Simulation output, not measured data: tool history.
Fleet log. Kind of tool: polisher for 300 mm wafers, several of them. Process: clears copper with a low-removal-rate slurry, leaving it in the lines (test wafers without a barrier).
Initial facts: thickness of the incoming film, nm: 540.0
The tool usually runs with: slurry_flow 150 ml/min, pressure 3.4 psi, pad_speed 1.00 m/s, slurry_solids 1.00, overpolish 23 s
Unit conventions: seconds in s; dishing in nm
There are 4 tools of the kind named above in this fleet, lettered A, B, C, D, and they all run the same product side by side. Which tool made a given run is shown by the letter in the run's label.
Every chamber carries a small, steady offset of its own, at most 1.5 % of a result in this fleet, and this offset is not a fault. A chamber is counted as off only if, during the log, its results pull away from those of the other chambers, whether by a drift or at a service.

-- day=0.025 chamber D: worn pad replaced by a new one
run 1D day=0.242 | slurry_flow=150 pressure=3.4 pad_speed=1.00 slurry_solids=1.00 overpolish=23 | seconds=188.97 dishing=42.856
run 2B day=0.558 | slurry_flow=150 pressure=3.4 pad_speed=1.00 slurry_solids=1.00 overpolish=23 | seconds=188.21 dishing=43.526
run 3C day=0.854 | slurry_flow=150 pressure=3.4 pad_speed=1.00 slurry_solids=1.00 overpolish=23 | seconds=189.42 dishing=43.924
run 4A day=1.096 | slurry_flow=150 pressure=3.4 pad_speed=1.00 slurry_solids=1.00 overpolish=23 | seconds=191.19 dishing=42.712
-- day=1.121 chamber D: slurry blender recalibrated
-- day=1.175 chamber B: worn pad replaced by a new one
run 5A day=1.408 | slurry_flow=150 pressure=3.4 pad_speed=1.00 slurry_solids=0.90 overpolish=23 | seconds=190.39 dishing=42.096
run 6B day=1.650 | slurry_flow=150 pressure=3.4 pad_speed=1.00 slurry_solids=0.90 overpolish=23 | seconds=191.34 dishing=41.356
run 7D day=1.846 | slurry_flow=150 pressure=3.4 pad_speed=1.00 slurry_solids=0.90 overpolish=23 | seconds=191.69 dishing=42.665
run 8C day=2.029 | slurry_flow=150 pressure=3.4 pad_speed=1.00 slurry_solids=0.90 overpolish=23 | seconds=195.67 dishing=42.068
-- day=2.225 chamber A: worn pad replaced by a new one
run 9C day=2.250 | slurry_flow=150 pressure=3.4 pad_speed=1.00 slurry_solids=1.00 overpolish=23 | seconds=188.51 dishing=41.965
-- day=2.258 chamber A: slurry blender recalibrated
-- day=2.333 chamber B: head pressure recalibrated
run 10A day=2.467 | slurry_flow=150 pressure=3.4 pad_speed=1.00 slurry_solids=1.00 overpolish=23 | seconds=189.11 dishing=41.386
run 11B day=2.704 | slurry_flow=150 pressure=3.4 pad_speed=1.00 slurry_solids=1.00 overpolish=23 | seconds=205.30 dishing=40.068
run 12D day=3.021 | slurry_flow=150 pressure=3.4 pad_speed=1.00 slurry_solids=1.00 overpolish=23 | seconds=188.32 dishing=42.930
run 13A day=3.304 | slurry_flow=150 pressure=3.4 pad_speed=1.00 slurry_solids=1.00 overpolish=23 | seconds=189.83 dishing=42.485
run 14B day=3.583 | slurry_flow=150 pressure=3.4 pad_speed=1.00 slurry_solids=1.00 overpolish=23 | seconds=201.85 dishing=39.270
run 15C day=3.779 | slurry_flow=150 pressure=3.4 pad_speed=1.00 slurry_solids=1.00 overpolish=23 | seconds=189.16 dishing=44.024
run 16D day=4.012 | slurry_flow=150 pressure=3.4 pad_speed=1.00 slurry_solids=1.00 overpolish=23 | seconds=191.52 dishing=42.606
-- day=4.138 chamber D: head pressure recalibrated
run 17A day=4.179 | slurry_flow=150 pressure=3.4 pad_speed=1.00 slurry_solids=1.00 overpolish=23 | seconds=190.56 dishing=40.154
run 18B day=4.371 | slurry_flow=150 pressure=3.4 pad_speed=1.00 slurry_solids=1.00 overpolish=23 | seconds=202.64 dishing=39.884
run 19D day=4.525 | slurry_flow=150 pressure=4.5 pad_speed=1.00 slurry_solids=0.75 overpolish=23 | seconds=150.76 dishing=51.151
-- day=4.696 chamber D: worn pad replaced by a new one
run 20C day=4.729 | slurry_flow=150 pressure=4.5 pad_speed=1.00 slurry_solids=0.75 overpolish=23 | seconds=153.29 dishing=54.820
run 21B day=5.054 | slurry_flow=150 pressure=4.5 pad_speed=1.00 slurry_solids=0.75 overpolish=23 | seconds=165.07 dishing=46.905
run 22C day=5.271 | slurry_flow=150 pressure=4.5 pad_speed=1.00 slurry_solids=0.75 overpolish=23 | seconds=151.37 dishing=51.262
run 23D day=5.521 | slurry_flow=150 pressure=3.4 pad_speed=1.00 slurry_solids=1.00 overpolish=23 | seconds=189.26 dishing=43.719
-- day=5.725 chamber B: slurry blender recalibrated
-- day=5.733 chamber B: worn pad replaced by a new one
run 24A day=5.858 | slurry_flow=150 pressure=3.4 pad_speed=1.00 slurry_solids=1.00 overpolish=23 | seconds=189.58 dishing=41.799
run 25C day=6.058 | slurry_flow=150 pressure=3.4 pad_speed=1.00 slurry_solids=1.00 overpolish=23 | seconds=187.47 dishing=42.241
run 26B day=6.212 | slurry_flow=150 pressure=3.4 pad_speed=1.00 slurry_solids=1.00 overpolish=23 | seconds=204.63 dishing=40.161
run 27A day=6.529 | slurry_flow=150 pressure=3.4 pad_speed=1.00 slurry_solids=1.00 overpolish=23 | seconds=190.50 dishing=42.311

Next, every chamber runs the same settings. What will each give?
run 28A day=6.779 | slurry_flow=150 pressure=3.4 pad_speed=0.66 slurry_solids=1.00 overpolish=23 | seconds=? dishing=?
run 28B day=6.779 | slurry_flow=150 pressure=3.4 pad_speed=0.66 slurry_solids=1.00 overpolish=23 | seconds=? dishing=?
run 28C day=6.779 | slurry_flow=150 pressure=3.4 pad_speed=0.66 slurry_solids=1.00 overpolish=23 | seconds=? dishing=?
run 28D day=6.779 | slurry_flow=150 pressure=3.4 pad_speed=0.66 slurry_solids=1.00 overpolish=23 | seconds=? dishing=?

run=28A seconds=283.46 dishing=28.498
run=28B seconds=307.29 dishing=28.325
run=28C seconds=285.55 dishing=29.666
run=28D seconds=284.95 dishing=30.656

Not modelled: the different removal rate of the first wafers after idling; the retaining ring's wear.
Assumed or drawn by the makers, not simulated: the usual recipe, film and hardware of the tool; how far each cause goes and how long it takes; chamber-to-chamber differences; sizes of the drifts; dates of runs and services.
